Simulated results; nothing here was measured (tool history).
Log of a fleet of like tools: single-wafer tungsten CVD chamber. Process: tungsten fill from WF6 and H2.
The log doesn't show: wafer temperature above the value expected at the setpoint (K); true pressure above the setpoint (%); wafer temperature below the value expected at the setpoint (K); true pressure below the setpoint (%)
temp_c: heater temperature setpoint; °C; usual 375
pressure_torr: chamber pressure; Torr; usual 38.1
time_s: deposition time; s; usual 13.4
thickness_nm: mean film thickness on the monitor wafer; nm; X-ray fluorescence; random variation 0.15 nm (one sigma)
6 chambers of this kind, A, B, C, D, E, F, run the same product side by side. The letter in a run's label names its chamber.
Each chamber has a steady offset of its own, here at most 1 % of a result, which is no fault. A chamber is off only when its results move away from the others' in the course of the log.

run	hour	temp_c	pressure_torr	time_s	hours since the last thermocouple change	hours since the last manometer calibration	read-back reference wafer on the same gauge, thickness_nm	thickness_nm
1E	5.1	375	38.1	13.4	1690	406.9	28.344	26.687
# hour 12.3: chamber F: capacitance manometer re-zeroed and calibrated
2A	12.4	375	38.1	13.4	1484.4	212.6	28.301	26.437
3F	23.7	375	38.1	13.4	1972.7	11.5	28.303	27.01
4D	34.5	375	38.1	13.4	835.8	652.9	28.304	26.754
5C	45.5	375	38.1	13.4	1274.5	1433.7	28.286	26.522
6B	53.4	375	38.1	13.4	2043.6	378.7	28.237	26.546
7B	59.3	375	38.1	13.4	2049.5	384.6	28.281	26.558
8F	66.2	375	38.1	13.4	2015.2	54	28.306	26.845
9C	77.3	375	38.1	13.4	1306.3	1465.5	28.29	26.533
10D	86.9	375	38.1	13.4	888.2	705.3	28.269	26.722
# hour 94.5: chamber B: thermocouple changed; heater temperature recalibrated
11E	95.4	375	38.1	13.4	1780.3	497.2	28.28	26.862
12A	105.8	375	38.1	13.4	1577.8	306	28.291	26.668
13A	112.3	375	38.1	13.4	1584.3	312.5	28.28	26.382
14C	120.3	375	38.1	13.4	1349.3	1508.5	28.282	26.48
# hour 129.5: chamber C: thermocouple changed; heater temperature recalibrated
15D	131	375	38.1	13.4	932.3	749.4	28.266	26.778
16B	138.9	375	38.1	13.4	44.5	464.2	28.325	26.716
17F	145.3	375	38.1	13.4	2094.3	133.1	28.284	26.808
# hour 146.6: chamber A: thermocouple changed; heater temperature recalibrated
18E	156.2	375	38.1	13.4	1841.1	558	28.3	26.809
19C	165.2	375	38.1	13.4	35.7	1553.4	28.313	24.56
20B	175.4	366	38.1	13.4	81	500.7	28.316	21.75
21F	181	366	38.1	13.4	2130	168.8	28.276	22.387
22A	188.7	366	38.1	13.4	42.1	388.9	28.312	22.12
23D	197.6	366	38.1	13.4	998.9	816	28.288	22.167
24E	204.7	366	38.1	13.4	1889.6	606.5	28.334	22.096
25E	212	366	38.1	13.4	1896.9	613.8	28.301	22.321
26A	217.9	375	38.1	13.4	71.3	418.1	28.27	26.668
27B	229	389	29.4	13.4	134.6	554.3	28.265	31.206
28F	237.7	389	29.4	13.4	2186.7	225.5	28.327	31.457
# hour 240.6: chamber C: capacitance manometer re-zeroed and calibrated
29C	245.1	389	29.4	13.4	115.6	4.5	28.285	29.258
30D	249.9	389	29.4	13.4	1051.2	868.3	28.275	31.614
31D	254.9	389	29.4	13.4	1056.2	873.3	28.288	31.327
32F	262.1	389	29.4	13.4	2211.1	249.9	28.305	31.279
33E	273	375	38.1	13.4	1957.9	674.8	28.326	26.918
34B	280.9	375	38.1	13.4	186.5	606.2	28.273	26.623
35C	288.7	375	38.1	13.4	159.2	48.1	28.289	24.847
36A	296.8	375	38.1	13.4	150.2	497	28.297	26.458
37B	304.5	375	38.1	13.4	210.1	629.8	28.299	26.634
38E	309.6	375	38.1	13.4	1994.5	711.4	28.297	26.512
39F	316.4	375	38.1	13.4	2265.4	304.2	28.307	26.669
40A	322.4	375	38.1	13.4	175.8	522.6	28.288	26.754
41C	331.2	375	38.1	13.4	201.7	90.6	28.276	24.611

Is one chamber off against the others, does the gauge drift, or is nothing wrong? If a chamber is off, say which, and what the likeliest cause is.

A service left chamber C off against the others.
Cause: wafer temperature below the value expected at the setpoint (K) = 3.33.

Here are 4 candidates for chamber C's next run, each the usual settings with a change, their results left as question marks. Which one brings its results back in line with what the others give on the usual settings?
In line means no further than this from the other chambers' mean on the usual settings: thickness_nm 0.54 nm
42C-1	339.3	375	37.3	13				?
42C-2	339.3	373	37.5	13.1				?
42C-3	339.3	377	38.7	13.7				?
42C-4	339.3	375	38.1	13.9				?

The other chambers' mean on the usual settings: thickness_nm 26.691 nm
run	thickness_nm
42C-1	23.778
42C-2	23.036
42C-3	26.577
42C-4	25.683
42C-3 brings the chamber back in line.
